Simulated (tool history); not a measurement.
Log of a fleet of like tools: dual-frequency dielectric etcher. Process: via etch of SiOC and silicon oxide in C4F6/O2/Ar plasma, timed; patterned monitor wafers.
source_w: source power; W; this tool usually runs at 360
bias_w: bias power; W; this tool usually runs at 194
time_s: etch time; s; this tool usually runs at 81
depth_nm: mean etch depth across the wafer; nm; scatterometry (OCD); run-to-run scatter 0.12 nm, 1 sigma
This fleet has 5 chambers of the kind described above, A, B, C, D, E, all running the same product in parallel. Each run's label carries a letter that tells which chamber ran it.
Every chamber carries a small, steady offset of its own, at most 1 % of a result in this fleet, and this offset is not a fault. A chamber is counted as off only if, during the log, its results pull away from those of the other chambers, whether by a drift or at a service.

run	hour	source_w	bias_w	time_s	hours since the last wet clean	hours since the last source power generator calibration	hours since the last bias power generator calibration	read-back reference wafer on the same gauge, depth_nm	depth_nm
1C	12.4	360	194	81	203.8	726.3	2951	73.193	89.91
2B	26.6	360	194	81	71.5	1087.3	813.3	73.225	89.314
3E	36	360	194	81	433.3	104	1533	73.257	90.01
# hour 46.1: chamber E: wet clean of the chamber
4D	48.9	360	194	81	243.8	3337.9	1683.3	73.239	90.333
5A	62.8	360	194	93.5	327.2	1538	2638.8	73.286	105.07
6C	76.2	360	194	93.5	267.6	790.1	3014.8	73.269	103.59
7E	86.2	360	194	93.5	40.1	154.2	1583.2	73.285	104.07
8A	96.7	360	194	93.5	361.1	1571.9	2672.7	73.3	104.85
# hour 99.7: chamber D: source power generator calibrated
9D	106.1	360	194	93.5	301	6.5	1740.5	73.307	104.38
10B	119.6	360	179	73.5	164.5	1180.3	906.3	73.303	79.085
11B	131.9	360	179	73.5	176.8	1192.6	918.6	73.323	79.001
12A	147.5	360	179	73.5	411.9	1622.7	2723.5	73.348	80.421
13C	159.5	360	179	73.5	350.9	873.4	3098.1	73.373	79.636
14D	175	360	179	73.5	369.9	75.4	1809.4	73.385	79.955
15E	186.7	360	194	59	140.6	254.7	1683.7	73.408	65.607
16E	193.8	360	194	59	147.7	261.8	1690.8	73.408	65.905
17A	208.3	360	194	59	472.7	1683.5	2784.3	73.437	66.254
# hour 213.6: chamber A: wet clean of the chamber
18D	217	360	194	59	411.9	117.4	1851.4	73.432	65.9
19B	230	360	194	59	274.9	1290.7	1016.7	73.447	65.326
20C	238.5	360	194	91.5	429.9	952.4	3177.1	73.485	101.8
21A	252.3	360	194	91.5	38.8	1727.5	2828.3	73.489	103.02
22C	264.4	360	194	91.5	455.8	978.3	3203	73.469	101.61
23B	275.7	360	194	91.5	320.6	1336.4	1062.4	73.499	101.56
24D	290.7	360	194	91.5	485.6	191.1	1925.1	73.526	102.2
25E	298.3	360	194	81	252.2	366.3	1795.3	73.528	90.385
26D	313.9	360	194	81	508.8	214.3	1948.3	73.534	90.699
27B	323.8	360	194	81	368.7	1384.5	1110.5	73.57	89.869
# hour 324.8: chamber C: wet clean of the chamber
28A	338.5	360	194	81	125	1813.7	2914.5	73.557	91.394
29C	351.1	360	194	81	26.3	1065	3289.7	73.567	90.238
30E	363.1	360	194	81	317	431.1	1860.1	73.577	90.358

The same settings go to every chamber for the next run, one line per chamber below. Forecast the results for each:
31A	374.4	360	194	81					?
31B	374.4	360	194	81					?
31C	374.4	360	194	81					?
31D	374.4	360	194	81					?
31E	374.4	360	194	81					?

run	depth_nm
31A	91.447
31B	89.878
31C	90.339
31D	90.725
31E	90.62

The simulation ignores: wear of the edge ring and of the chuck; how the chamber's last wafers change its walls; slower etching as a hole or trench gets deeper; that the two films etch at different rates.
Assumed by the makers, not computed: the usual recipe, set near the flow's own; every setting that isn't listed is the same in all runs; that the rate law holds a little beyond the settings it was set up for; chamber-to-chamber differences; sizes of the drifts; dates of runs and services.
